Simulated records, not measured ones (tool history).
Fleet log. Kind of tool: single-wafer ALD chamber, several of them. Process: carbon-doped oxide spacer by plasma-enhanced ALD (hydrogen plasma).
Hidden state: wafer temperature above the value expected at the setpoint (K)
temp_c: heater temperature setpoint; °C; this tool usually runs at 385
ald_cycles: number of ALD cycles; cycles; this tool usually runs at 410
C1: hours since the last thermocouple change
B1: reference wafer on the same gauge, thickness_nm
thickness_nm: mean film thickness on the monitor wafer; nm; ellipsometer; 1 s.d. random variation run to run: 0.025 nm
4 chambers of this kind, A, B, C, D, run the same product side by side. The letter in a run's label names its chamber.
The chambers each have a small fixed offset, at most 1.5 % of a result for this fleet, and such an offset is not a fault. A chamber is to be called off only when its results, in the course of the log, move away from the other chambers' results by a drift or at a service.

{"run": "1A", "hour": 4.8, "temp_c": 385, "ald_cycles": 410, "C1": 78.7, "B1": 16.693, "thickness_nm": 20.589}
{"run": "2C", "hour": 12.7, "temp_c": 385, "ald_cycles": 410, "C1": 1720.3, "B1": 16.704, "thickness_nm": 20.585}
{"run": "3D", "hour": 17.4, "temp_c": 385, "ald_cycles": 410, "C1": 2172.8, "B1": 16.707, "thickness_nm": 20.272}
{"run": "4B", "hour": 26.0, "temp_c": 385, "ald_cycles": 410, "C1": 1817.9, "B1": 16.706, "thickness_nm": 20.529}
{"run": "5D", "hour": 30.8, "temp_c": 385, "ald_cycles": 410, "C1": 2186.2, "B1": 16.715, "thickness_nm": 20.271}
{"run": "6C", "hour": 37.1, "temp_c": 398, "ald_cycles": 380, "C1": 1744.7, "B1": 16.71, "thickness_nm": 19.083}
{"run": "7B", "hour": 47.3, "temp_c": 398, "ald_cycles": 380, "C1": 1839.2, "B1": 16.713, "thickness_nm": 19.083}
{"run": "8A", "hour": 57.4, "temp_c": 398, "ald_cycles": 380, "C1": 131.3, "B1": 16.713, "thickness_nm": 19.077}
{"run": "9A", "hour": 66.1, "temp_c": 398, "ald_cycles": 380, "C1": 140, "B1": 16.723, "thickness_nm": 19.13}
{"run": "10C", "hour": 73.1, "temp_c": 385, "ald_cycles": 410, "C1": 1780.7, "B1": 16.717, "thickness_nm": 20.627}
{"run": "11B", "hour": 81.7, "temp_c": 394, "ald_cycles": 410, "C1": 1873.6, "B1": 16.725, "thickness_nm": 20.57}
{"run": "12D", "hour": 87.0, "temp_c": 394, "ald_cycles": 410, "C1": 2242.4, "B1": 16.726, "thickness_nm": 20.261}
{"run": "13B", "hour": 97.5, "temp_c": 394, "ald_cycles": 410, "C1": 1889.4, "B1": 16.723, "thickness_nm": 20.602}
{"run": "14C", "hour": 103.2, "temp_c": 394, "ald_cycles": 410, "C1": 1810.8, "B1": 16.735, "thickness_nm": 20.643}
{"run": "15A", "hour": 111.6, "temp_c": 385, "ald_cycles": 410, "C1": 185.5, "B1": 16.736, "thickness_nm": 20.594}
{"run": "16D", "hour": 118.3, "temp_c": 385, "ald_cycles": 410, "C1": 2273.7, "B1": 16.737, "thickness_nm": 20.262}
{"run": "17A", "hour": 123.4, "temp_c": 385, "ald_cycles": 410, "C1": 197.3, "B1": 16.731, "thickness_nm": 20.646}
{"run": "18B", "hour": 129.3, "temp_c": 385, "ald_cycles": 410, "C1": 1921.2, "B1": 16.738, "thickness_nm": 20.613}
{"run": "19D", "hour": 136.7, "temp_c": 385, "ald_cycles": 410, "C1": 2292.1, "B1": 16.743, "thickness_nm": 20.334}
{"run": "20C", "hour": 141.8, "temp_c": 385, "ald_cycles": 410, "C1": 1849.4, "B1": 16.749, "thickness_nm": 20.688}
{"run": "21D", "hour": 149.0, "temp_c": 374, "ald_cycles": 453, "C1": 2304.4, "B1": 16.746, "thickness_nm": 22.496}
{"run": "22C", "hour": 159.3, "temp_c": 374, "ald_cycles": 453, "C1": 1866.9, "B1": 16.75, "thickness_nm": 22.887}
{"run": "23A", "hour": 165.9, "temp_c": 374, "ald_cycles": 453, "C1": 239.8, "B1": 16.745, "thickness_nm": 22.821}
{"run": "24B", "hour": 173.7, "temp_c": 374, "ald_cycles": 453, "C1": 1965.6, "B1": 16.75, "thickness_nm": 22.802}
{"run": "25B", "hour": 184.0, "temp_c": 385, "ald_cycles": 410, "C1": 1975.9, "B1": 16.757, "thickness_nm": 20.668}
{"run": "26D", "hour": 194.2, "temp_c": 385, "ald_cycles": 410, "C1": 2349.6, "B1": 16.754, "thickness_nm": 20.269}
{"run": "27A", "hour": 203.2, "temp_c": 385, "ald_cycles": 410, "C1": 277.1, "B1": 16.761, "thickness_nm": 20.68}
{"run": "28C", "hour": 212.6, "temp_c": 385, "ald_cycles": 410, "C1": 1920.2, "B1": 16.758, "thickness_nm": 20.67}
{"run": "29D", "hour": 218.7, "temp_c": 373, "ald_cycles": 343, "C1": 2374.1, "B1": 16.763, "thickness_nm": 17.012}
{"run": "30C", "hour": 225.8, "temp_c": 373, "ald_cycles": 343, "C1": 1933.4, "B1": 16.766, "thickness_nm": 17.319}
{"run": "31A", "hour": 231.8, "temp_c": 373, "ald_cycles": 343, "C1": 305.7, "B1": 16.771, "thickness_nm": 17.295}
{"run": "32B", "hour": 238.8, "temp_c": 373, "ald_cycles": 343, "C1": 2030.7, "B1": 16.767, "thickness_nm": 17.259}
{"run": "33B", "hour": 249.0, "temp_c": 385, "ald_cycles": 410, "C1": 2040.9, "B1": 16.776, "thickness_nm": 20.611}
{"run": "34A", "hour": 256.8, "temp_c": 385, "ald_cycles": 410, "C1": 330.7, "B1": 16.776, "thickness_nm": 20.676}
{"run": "35C", "hour": 263.2, "temp_c": 385, "ald_cycles": 410, "C1": 1970.8, "B1": 16.779, "thickness_nm": 20.674}
{"run": "36D", "hour": 273.3, "temp_c": 385, "ald_cycles": 467, "C1": 2428.7, "B1": 16.785, "thickness_nm": 23.182}
{"run": "37D", "hour": 278.0, "temp_c": 385, "ald_cycles": 467, "C1": 2433.4, "B1": 16.78, "thickness_nm": 23.146}

All chambers now run identical settings, listed one chamber a line with results as question marks. What results will each chamber show?
{"run": "38A", "hour": 285.6, "temp_c": 385, "ald_cycles": 410, "thickness_nm": "?"}
{"run": "38B", "hour": 285.6, "temp_c": 385, "ald_cycles": 410, "thickness_nm": "?"}
{"run": "38C", "hour": 285.6, "temp_c": 385, "ald_cycles": 410, "thickness_nm": "?"}
{"run": "38D", "hour": 285.6, "temp_c": 385, "ald_cycles": 410, "thickness_nm": "?"}

run=38A thickness_nm=20.671
run=38B thickness_nm=20.669
run=38C thickness_nm=20.682
run=38D thickness_nm=20.339
